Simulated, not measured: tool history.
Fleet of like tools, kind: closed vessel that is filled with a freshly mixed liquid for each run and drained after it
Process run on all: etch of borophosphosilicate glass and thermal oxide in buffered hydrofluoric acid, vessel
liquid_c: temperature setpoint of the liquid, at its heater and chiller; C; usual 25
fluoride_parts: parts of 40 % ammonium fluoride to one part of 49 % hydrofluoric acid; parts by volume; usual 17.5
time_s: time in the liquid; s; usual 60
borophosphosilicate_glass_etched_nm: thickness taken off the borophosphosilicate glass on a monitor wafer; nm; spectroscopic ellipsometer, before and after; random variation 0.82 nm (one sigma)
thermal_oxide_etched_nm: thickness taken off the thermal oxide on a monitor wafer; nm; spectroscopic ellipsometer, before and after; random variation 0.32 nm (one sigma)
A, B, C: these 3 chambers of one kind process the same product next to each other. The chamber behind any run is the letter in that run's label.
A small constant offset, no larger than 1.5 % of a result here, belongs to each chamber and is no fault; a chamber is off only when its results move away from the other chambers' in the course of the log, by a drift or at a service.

run,hour,liquid_c,fluoride_parts,time_s,hours since the thermometer was replaced,hours since the hydrofluoric acid flow meter was replaced,"read-back film thickness of the borophosphosilicate glass reference wafer, read on the same gauge (nm)","read-back film thickness of the thermal oxide reference wafer, read on the same gauge (nm)",borophosphosilicate_glass_etched_nm,thermal_oxide_etched_nm
1A,13.7,25,17.5,60,330.1,386.3,109.97,90.055,94.59,43.656
2C,22.9,25,17.5,60,789.9,518.9,109.99,90.021,95.478,44.134
3B,30.1,25,17.5,60,195.7,275.4,110.04,89.99,94.845,43.819
4A,37.8,25,17.5,60,354.2,410.4,109.98,90.017,96.278,43.329
5C,52.1,25,17.5,60,819.1,548.1,109.93,90.006,95.476,43.42
6B,60.4,25,17.5,60,226,305.7,109.99,90.017,97.396,43.823
7B,74.8,25,17.5,60,240.4,320.1,110.06,89.992,97.257,43.801
8A,87.5,25,17.5,60,403.9,460.1,109.98,90.061,96.19,43.636
9C,102,25,17.5,60,869,598,110.01,90.006,95.366,43.114
10C,114,25,17.5,60,881,610,110.01,90.038,95.201,43.685
11B,124.3,25,17.5,60,289.9,369.6,109.99,90.054,96.035,43.624
12A,134.5,22,17.5,30,450.9,507.1,109.98,90.003,40.811,18.473
13B,141.4,22,17.5,30,307,386.7,109.95,89.973,41.1,18.57
14C,151,22,17.5,30,918,647,109.98,90.046,40.441,18.824
15A,158.7,25,17.5,60,475.1,531.3,110.02,90.016,94.414,43.266
16B,165.7,25,17.5,60,331.3,411,109.97,90.01,96.092,43.014
17A,172.9,25,22.5,45,489.3,545.5,109.96,90,58.072,26.647
18C,185.7,25,22.5,45,952.7,681.7,109.99,89.996,57.544,26.551
19B,197.7,25,22.5,45,363.3,443,109.98,89.971,58.558,26.37
20C,210.9,25,17.5,60,977.9,706.9,110.01,89.999,96.602,44.127
21A,225,27.5,17.5,60,541.4,597.6,110.02,90.028,108.53,50.204
22A,234.8,27.5,17.5,60,551.2,607.4,109.99,90.03,108.66,50.561
23B,249.2,27.5,17.5,60,414.8,494.5,110.01,89.997,109.44,49.765
24C,256.6,25,17.5,60,1023.6,752.6,110.04,89.993,97.291,43.424
25B,264.1,25,17.5,60,429.7,509.4,109.95,90.044,98.626,44.009
26A,275.5,21,17.5,95,591.9,648.1,109.99,89.975,121.34,55.151
27C,282.9,21,17.5,95,1049.9,778.9,110.06,90.001,121.63,55.068
28A,292.5,21,17.5,95,608.9,665.1,110.05,90.04,120.01,55.764
29C,304.5,25,17.5,60,1071.5,800.5,109.98,90.016,95.955,43.771
30B,317.4,25,17.5,60,483,562.7,110.01,89.996,95.732,43.862
31B,331.1,25,17.5,60,496.7,576.4,110.01,90.01,96.977,43.974
32A,337.4,25,17.5,60,653.8,710,109.97,90.008,95.482,43.757
33C,344.1,25,17.5,60,1111.1,840.1,110,90.034,95.987,43.785
34A,356.8,25,17.5,60,673.2,729.4,110,89.964,96.116,43.813
35C,370.3,25,17.5,60,1137.3,866.3,109.96,89.963,94.753,43.91

Is one chamber off against the others, does the gauge drift, or is nothing wrong? If a chamber is off, say which, and what the likeliest cause is.

Neither any chamber nor the gauge drifts; the chambers differ only by their own small, steady offsets.
